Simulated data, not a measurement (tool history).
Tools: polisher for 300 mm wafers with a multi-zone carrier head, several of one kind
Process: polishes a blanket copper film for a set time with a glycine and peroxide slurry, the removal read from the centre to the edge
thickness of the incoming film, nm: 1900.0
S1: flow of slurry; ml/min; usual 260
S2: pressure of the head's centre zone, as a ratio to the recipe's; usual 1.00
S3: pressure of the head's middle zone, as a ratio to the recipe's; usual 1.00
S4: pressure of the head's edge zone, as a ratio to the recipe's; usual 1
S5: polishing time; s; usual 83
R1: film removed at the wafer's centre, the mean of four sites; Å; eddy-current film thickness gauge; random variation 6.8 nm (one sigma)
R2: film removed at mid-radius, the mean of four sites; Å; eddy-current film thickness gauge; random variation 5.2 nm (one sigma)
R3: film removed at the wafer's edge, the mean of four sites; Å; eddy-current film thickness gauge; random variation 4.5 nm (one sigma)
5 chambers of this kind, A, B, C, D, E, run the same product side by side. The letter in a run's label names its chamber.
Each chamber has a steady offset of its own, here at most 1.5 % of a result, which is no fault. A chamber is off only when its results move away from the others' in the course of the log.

Run 1E, hour 9.6: usual settings. Result: R1 4902.6 Å, R2 4924.1 Å, R3 4913.5 Å.
Run 2C, hour 15.4: usual settings. Result: R1 5064.9 Å, R2 4970.0 Å, R3 4940.3 Å.
Run 3B, hour 20.6: usual settings. Result: R1 4790.1 Å, R2 5035.0 Å, R3 4934.6 Å.
At hour 24.0: chamber C: centre zone pressure recalibrated.
Run 4A, hour 31.7: usual settings. Result: R1 4966.8 Å, R2 4860.6 Å, R3 4997.1 Å.
Run 5D, hour 36.6: usual settings. Result: R1 4907.4 Å, R2 5062.8 Å, R3 4944.2 Å.
At hour 37.7: chamber B: slurry nozzle cleaned.
At hour 40.7: chamber B: worn pad replaced by a new one.
At hour 41.5: chamber E: slurry nozzle cleaned.
Run 6B, hour 46.6: usual settings. Result: R1 4828.7 Å, R2 4988.3 Å, R3 5064.0 Å.
Run 7E, hour 52.5: usual settings. Result: R1 5024.4 Å, R2 5020.1 Å, R3 5009.2 Å.
At hour 53.5: chamber C: worn pad replaced by a new one.
Run 8A, hour 62.8: usual settings but S3 0.92. Result: R1 4902.7 Å, R2 4524.0 Å, R3 4963.7 Å.
Run 9D, hour 68.2: usual settings but S3 0.92. Result: R1 4953.5 Å, R2 4592.7 Å, R3 5012.3 Å.
At hour 71.2: chamber A: worn pad replaced by a new one.
Run 10C, hour 76.0: usual settings but S3 0.92. Result: R1 4988.6 Å, R2 4569.9 Å, R3 4958.4 Å.
At hour 78.8: chamber A: centre zone pressure recalibrated.
At hour 80.7: chamber D: worn pad replaced by a new one.
Run 11D, hour 82.4: usual settings but S3 0.92. Result: R1 4976.3 Å, R2 4677.3 Å, R3 5004.9 Å.
At hour 82.6: chamber E: worn pad replaced by a new one.
Run 12C, hour 89.3: usual settings but S3 0.92. Result: R1 5015.6 Å, R2 4491.8 Å, R3 4924.1 Å.
Run 13E, hour 99.2: usual settings but S1 310 ml/min, S2 0.93. Result: R1 4702.0 Å, R2 5040.2 Å, R3 5074.4 Å.
At hour 99.7: chamber B: worn pad replaced by a new one.
At hour 104.5: chamber C: edge zone pressure recalibrated.
Run 14B, hour 109.4: usual settings but S1 310 ml/min, S2 0.93. Result: R1 4743.6 Å, R2 5081.3 Å, R3 5037.5 Å.
At hour 115.0: chamber D: slurry nozzle cleaned.
Run 15A, hour 120.0: usual settings but S1 310 ml/min, S2 0.93. Result: R1 4572.9 Å, R2 5014.0 Å, R3 5087.3 Å.
Run 16E, hour 127.8: usual settings but S1 310 ml/min, S2 0.93. Result: R1 4787.0 Å, R2 5075.3 Å, R3 5110.8 Å.
Run 17C, hour 136.3: usual settings but S1 310 ml/min, S2 0.93. Result: R1 4674.3 Å, R2 4989.3 Å, R3 5018.3 Å.
Run 18B, hour 146.5: usual settings. Result: R1 4859.3 Å, R2 4934.0 Å, R3 4923.2 Å.
Run 19A, hour 151.4: usual settings but S5 56 s. Result: R1 3348.5 Å, R2 3282.3 Å, R3 3407.9 Å.
At hour 154.6: chamber B: worn pad replaced by a new one.
Run 20D, hour 158.7: usual settings but S5 56 s. Result: R1 3453.5 Å, R2 3387.3 Å, R3 3355.0 Å.
At hour 160.4: chamber C: worn pad replaced by a new one.
At hour 161.3: chamber E: edge zone pressure recalibrated.
Run 21D, hour 164.0: usual settings but S5 56 s. Result: R1 3439.8 Å, R2 3375.0 Å, R3 3356.2 Å.
At hour 171.0: chamber B: centre zone pressure recalibrated.
Run 22C, hour 174.8: usual settings but S5 56 s. Result: R1 3289.4 Å, R2 3306.0 Å, R3 3285.9 Å.
At hour 177.0: chamber D: edge zone pressure recalibrated.
Run 23E, hour 179.9: usual settings but S5 56 s. Result: R1 3422.2 Å, R2 3344.6 Å, R3 3374.5 Å.
Run 24A, hour 189.0: usual settings. Result: R1 4787.2 Å, R2 4938.6 Å, R3 4866.7 Å.
Run 25B, hour 196.8: usual settings. Result: R1 4871.1 Å, R2 4932.3 Å, R3 4957.3 Å.
Run 26B, hour 202.6: usual settings. Result: R1 4938.2 Å, R2 4896.5 Å, R3 4967.6 Å.
At hour 209.6: chamber E: worn pad replaced by a new one.
Run 27C, hour 211.6: usual settings. Result: R1 4941.4 Å, R2 4865.8 Å, R3 4871.8 Å.
At hour 216.1: chamber B: worn pad replaced by a new one.
Run 28A, hour 220.1: usual settings but S3 0.95. Result: R1 4853.7 Å, R2 4668.1 Å, R3 5007.4 Å.
At hour 224.6: chamber A: worn pad replaced by a new one.
Run 29D, hour 226.9: usual settings but S3 0.95. Result: R1 5301.7 Å, R2 4736.1 Å, R3 4973.7 Å.
Run 30E, hour 236.2: usual settings but S3 0.95. Result: R1 4996.9 Å, R2 4675.7 Å, R3 5045.7 Å.
At hour 242.2: chamber D: worn pad replaced by a new one.
Run 31C, hour 245.1: usual settings but S3 0.95. Result: R1 4895.3 Å, R2 4611.4 Å, R3 4868.7 Å.
Run 32E, hour 252.6: usual settings but S3 0.95. Result: R1 4950.1 Å, R2 4705.9 Å, R3 5083.8 Å.
Run 33A, hour 260.8: usual settings. Result: R1 4966.0 Å, R2 4928.3 Å, R3 4898.6 Å.
Run 34D, hour 268.4: usual settings. Result: R1 5487.0 Å, R2 4997.0 Å, R3 4933.5 Å.
At hour 269.7: chamber B: worn pad replaced by a new one.
Run 35B, hour 277.8: usual settings but S5 56 s. Result: R1 3248.0 Å, R2 3336.6 Å, R3 3399.4 Å.
Run 36C, hour 286.5: usual settings but S5 56 s. Result: R1 3377.4 Å, R2 3353.2 Å, R3 3307.8 Å.
Run 37E, hour 293.8: usual settings but S5 56 s. Result: R1 3394.0 Å, R2 3305.7 Å, R3 3414.1 Å.
Run 38A, hour 300.8: usual settings but S5 56 s. Result: R1 3300.6 Å, R2 3276.1 Å, R3 3393.1 Å.
Run 39B, hour 311.3: usual settings but S5 56 s. Result: R1 3363.1 Å, R2 3381.9 Å, R3 3343.6 Å.

All 5 chambers run these settings next. Forecast each chamber's results:
Run 40A, hour 319.3: usual settings but S2 1.12. Result: R1 ?, R2 ?, R3 ?.
Run 40B, hour 319.3: usual settings but S2 1.12. Result: R1 ?, R2 ?, R3 ?.
Run 40C, hour 319.3: usual settings but S2 1.12. Result: R1 ?, R2 ?, R3 ?.
Run 40D, hour 319.3: usual settings but S2 1.12. Result: R1 ?, R2 ?, R3 ?.
Run 40E, hour 319.3: usual settings but S2 1.12. Result: R1 ?, R2 ?, R3 ?.

run      R1      R2      R3
40A  5458.6  4955.7  4992.5
40B  5636.7  4974.7  5051.2
40C  5625.0  4968.7  4840.8
40D  6340.0  4996.8  4876.6
40E  5543.6  4930.4  4964.5
